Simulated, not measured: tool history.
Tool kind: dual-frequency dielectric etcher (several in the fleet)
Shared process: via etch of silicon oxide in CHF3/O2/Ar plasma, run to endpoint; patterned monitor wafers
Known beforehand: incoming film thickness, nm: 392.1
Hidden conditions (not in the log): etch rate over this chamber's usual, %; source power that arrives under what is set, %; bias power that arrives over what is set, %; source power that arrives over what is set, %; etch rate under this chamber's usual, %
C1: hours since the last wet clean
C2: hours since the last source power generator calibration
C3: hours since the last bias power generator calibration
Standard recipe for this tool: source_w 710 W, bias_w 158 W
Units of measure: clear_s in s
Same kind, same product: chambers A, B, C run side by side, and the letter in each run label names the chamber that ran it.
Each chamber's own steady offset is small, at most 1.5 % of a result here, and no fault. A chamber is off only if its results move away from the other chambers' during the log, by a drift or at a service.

{"run": "1A", "hour": 6.3, "source_w": 710, "bias_w": 158, "C1": 444.8, "C2": 2926.8, "C3": 353.3, "clear_s": 195.1}
{"run": "2B", "hour": 9.9, "source_w": 710, "bias_w": 158, "C1": 338, "C2": 1166.6, "C3": 1756.3, "clear_s": 194.71}
{"run": "3C", "hour": 13.9, "source_w": 710, "bias_w": 158, "C1": 162.5, "C2": 767.3, "C3": 4348.9, "clear_s": 191.12}
{"run": "4C", "hour": 20.7, "source_w": 710, "bias_w": 158, "C1": 169.3, "C2": 774.1, "C3": 4355.7, "clear_s": 191.95}
{"run": "5B", "hour": 24.8, "source_w": 790, "bias_w": 183, "C1": 352.9, "C2": 1181.5, "C3": 1771.2, "clear_s": 176.75}
{"run": "6A", "hour": 28.7, "source_w": 790, "bias_w": 183, "C1": 467.2, "C2": 2949.2, "C3": 375.7, "clear_s": 178.36}
{"run": "7B", "hour": 35.9, "source_w": 790, "bias_w": 183, "C1": 364, "C2": 1192.6, "C3": 1782.3, "clear_s": 177.19}
{"run": "8C", "hour": 42.9, "source_w": 710, "bias_w": 158, "C1": 191.5, "C2": 796.3, "C3": 4377.9, "clear_s": 192.76}
{"run": "9A", "hour": 48.6, "source_w": 710, "bias_w": 158, "C1": 487.1, "C2": 2969.1, "C3": 395.6, "clear_s": 195.14}
{"run": "10A", "hour": 52.2, "source_w": 780, "bias_w": 158, "C1": 490.7, "C2": 2972.7, "C3": 399.2, "clear_s": 188.93}
{"run": "11C", "hour": 56.6, "source_w": 780, "bias_w": 158, "C1": 205.2, "C2": 810, "C3": 4391.6, "clear_s": 187.77}
{"hour": 57.2, "done": "chamber A: wet clean of the chamber"}
{"run": "12B", "hour": 61.5, "source_w": 780, "bias_w": 158, "C1": 389.6, "C2": 1218.2, "C3": 1807.9, "clear_s": 185.83}
{"run": "13B", "hour": 67.1, "source_w": 710, "bias_w": 158, "C1": 395.2, "C2": 1223.8, "C3": 1813.5, "clear_s": 193.82}
{"run": "14A", "hour": 71.5, "source_w": 710, "bias_w": 158, "C1": 14.3, "C2": 2992, "C3": 418.5, "clear_s": 195.42}
{"run": "15C", "hour": 77.1, "source_w": 710, "bias_w": 158, "C1": 225.7, "C2": 830.5, "C3": 4412.1, "clear_s": 194.8}
{"run": "16C", "hour": 82.7, "source_w": 710, "bias_w": 158, "C1": 231.3, "C2": 836.1, "C3": 4417.7, "clear_s": 196.75}
{"run": "17A", "hour": 88.8, "source_w": 710, "bias_w": 158, "C1": 31.6, "C2": 3009.3, "C3": 435.8, "clear_s": 195.18}
{"run": "18B", "hour": 94.9, "source_w": 810, "bias_w": 158, "C1": 423, "C2": 1251.6, "C3": 1841.3, "clear_s": 184.87}
{"run": "19A", "hour": 99.8, "source_w": 810, "bias_w": 158, "C1": 42.6, "C2": 3020.3, "C3": 446.8, "clear_s": 185.11}
{"run": "20B", "hour": 103.5, "source_w": 810, "bias_w": 158, "C1": 431.6, "C2": 1260.2, "C3": 1849.9, "clear_s": 184.93}
{"run": "21C", "hour": 109.2, "source_w": 710, "bias_w": 158, "C1": 257.8, "C2": 862.6, "C3": 4444.2, "clear_s": 196.91}
{"run": "22A", "hour": 113.7, "source_w": 870, "bias_w": 129, "C1": 56.5, "C2": 3034.2, "C3": 460.7, "clear_s": 191.86}
{"run": "23B", "hour": 120.9, "source_w": 870, "bias_w": 129, "C1": 449, "C2": 1277.6, "C3": 1867.3, "clear_s": 190.79}
{"run": "24C", "hour": 125.0, "source_w": 870, "bias_w": 129, "C1": 273.6, "C2": 878.4, "C3": 4460, "clear_s": 196.85}
{"run": "25B", "hour": 128.8, "source_w": 620, "bias_w": 158, "C1": 456.9, "C2": 1285.5, "C3": 1875.2, "clear_s": 204.72}
{"run": "26A", "hour": 135.4, "source_w": 620, "bias_w": 158, "C1": 78.2, "C2": 3055.9, "C3": 482.4, "clear_s": 207.67}

Decide between three cases: one chamber stands off from its peers, the gauge reading all wafers drifts, or nothing is wrong past each chamber's small offset. Where a chamber is off, say which and what most likely put it there.

Chamber C drifts away from the others.
What lies behind it: etch rate under this chamber's usual, % = 4.28.

Below are 4 candidate recipes for chamber C's next run, each the usual settings with a change, their results shown as question marks. Which of them brings C's results back in line with what the other chambers give on the usual settings?
In line means no further than this from the other chambers' mean on the usual settings: clear_s 3.1 s
{"run": "27C-1", "hour": 140.6, "source_w": 710, "bias_w": 171, "clear_s": "?"}
{"run": "27C-2", "hour": 140.6, "source_w": 660, "bias_w": 158, "clear_s": "?"}
{"run": "27C-3", "hour": 140.6, "source_w": 770, "bias_w": 169, "clear_s": "?"}
{"run": "27C-4", "hour": 140.6, "source_w": 650, "bias_w": 147, "clear_s": "?"}

What the other chambers average on the usual settings: clear_s 194.58 s
run=27C-1 clear_s=195.14
run=27C-2 clear_s=206.07
run=27C-3 clear_s=189.84
run=27C-4 clear_s=212.26
It is 27C-1 that realigns the chamber with its peers.

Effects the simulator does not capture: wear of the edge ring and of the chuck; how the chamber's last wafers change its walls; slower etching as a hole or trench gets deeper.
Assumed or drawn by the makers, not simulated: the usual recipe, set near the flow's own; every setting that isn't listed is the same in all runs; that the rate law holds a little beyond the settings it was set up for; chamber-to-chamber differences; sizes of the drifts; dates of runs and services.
